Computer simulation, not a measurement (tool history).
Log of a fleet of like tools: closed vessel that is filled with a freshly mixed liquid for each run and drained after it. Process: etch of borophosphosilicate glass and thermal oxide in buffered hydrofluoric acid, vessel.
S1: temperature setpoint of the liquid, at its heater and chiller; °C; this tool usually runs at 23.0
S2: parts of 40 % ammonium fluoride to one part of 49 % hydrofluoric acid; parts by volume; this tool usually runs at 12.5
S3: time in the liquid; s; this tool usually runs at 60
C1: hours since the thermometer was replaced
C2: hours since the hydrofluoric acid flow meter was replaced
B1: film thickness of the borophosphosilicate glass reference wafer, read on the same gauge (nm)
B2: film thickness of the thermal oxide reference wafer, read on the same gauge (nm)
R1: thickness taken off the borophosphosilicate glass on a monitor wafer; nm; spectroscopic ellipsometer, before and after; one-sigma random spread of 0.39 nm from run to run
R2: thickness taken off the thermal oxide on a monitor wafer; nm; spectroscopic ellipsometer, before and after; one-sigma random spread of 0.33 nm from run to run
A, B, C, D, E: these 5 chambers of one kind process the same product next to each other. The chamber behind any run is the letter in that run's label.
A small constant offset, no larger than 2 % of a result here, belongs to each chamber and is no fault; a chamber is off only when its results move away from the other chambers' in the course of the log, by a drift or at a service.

run	hour	S1	S2	S3	C1	C2	B1	B2	R1	R2
1D	6.6	23.0	12.5	60	99.6	2006.7	149.96	120.00	56.150	53.276
2B	11.1	23.0	12.5	60	515.3	176.4	149.99	120.00	57.876	53.919
3C	18.4	23.0	12.5	60	1481.4	213.2	149.98	119.99	56.130	53.444
4A	24.9	23.0	12.5	60	533.1	140.8	150.04	119.99	56.311	53.483
5E	32.8	23.0	12.5	60	46.3	1667.5	149.98	120.00	57.518	53.850
6E	38.7	23.0	11.0	60	52.2	1673.4	150.02	120.00	64.815	61.037
7B	42.8	23.0	11.0	60	547.0	208.1	149.98	120.00	64.316	61.326
8A	48.9	23.0	11.0	60	557.1	164.8	149.99	120.00	63.597	60.420
9D	57.0	23.0	11.0	60	150.0	2057.1	150.03	119.99	63.774	61.084
10C	62.5	23.0	11.0	60	1525.5	257.3	150.02	120.00	63.848	61.130
11B	67.7	23.0	12.5	60	571.9	233.0	149.99	120.01	56.829	53.889
12C	75.9	23.0	12.5	60	1538.9	270.7	150.03	120.01	57.554	54.564
13E	81.3	23.0	12.5	60	94.8	1716.0	149.99	120.00	57.780	53.683
14D	88.3	23.0	12.5	60	181.3	2088.4	149.96	120.00	56.689	52.924
# hour 90.7: chamber E: hydrofluoric acid flow meter replaced
15A	94.9	23.0	12.5	60	603.1	210.8	149.97	120.00	55.633	53.998
16D	102.0	23.0	12.5	60	195.0	2102.1	150.02	120.00	56.452	53.666
# hour 102.8: chamber D: hydrofluoric acid flow meter replaced
17E	106.0	23.0	12.5	60	119.5	15.4	149.95	119.98	57.231	52.905
18C	109.8	23.0	12.5	80	1572.8	304.6	150.00	120.01	78.456	74.315
19A	115.6	23.0	12.5	80	623.8	231.5	149.98	119.99	75.537	70.715
20B	122.1	23.0	12.5	80	626.3	287.4	150.00	120.01	76.048	71.479
21C	127.6	23.0	12.5	80	1590.6	322.4	149.97	119.99	77.678	74.200
22A	135.8	23.0	12.5	80	644.0	251.7	149.95	120.00	74.304	72.248
23E	142.9	23.0	12.5	60	156.4	52.3	150.02	119.98	57.068	53.616
24B	150.5	18.5	12.5	60	654.7	315.8	150.05	120.01	44.208	42.361
25D	158.0	18.5	12.5	60	251.0	55.3	150.00	120.01	44.440	41.208
26C	162.8	18.5	12.5	60	1625.8	357.6	150.01	120.00	46.090	44.528
27B	169.2	18.5	12.5	60	673.4	334.5	150.01	119.99	44.790	42.213
28E	177.0	18.5	12.5	60	190.5	86.4	149.98	119.99	44.986	41.301
29A	181.6	23.0	12.5	60	689.8	297.5	150.01	119.99	55.906	54.059
30D	186.4	23.0	12.5	60	279.4	83.7	150.02	119.99	57.040	53.636
31D	194.4	23.0	12.5	60	287.4	91.7	150.02	120.00	55.814	54.036

The same settings go to every chamber for the next run, one line per chamber below. Forecast the results for each:
32A	200.7	23.0	12.5	60					?	?
32B	200.7	23.0	12.5	60					?	?
32C	200.7	23.0	12.5	60					?	?
32D	200.7	23.0	12.5	60					?	?
32E	200.7	23.0	12.5	60					?	?

run	R1	R2
32A	55.934	53.611
32B	57.181	54.055
32C	61.038	58.040
32D	56.353	53.181
32E	56.902	53.583
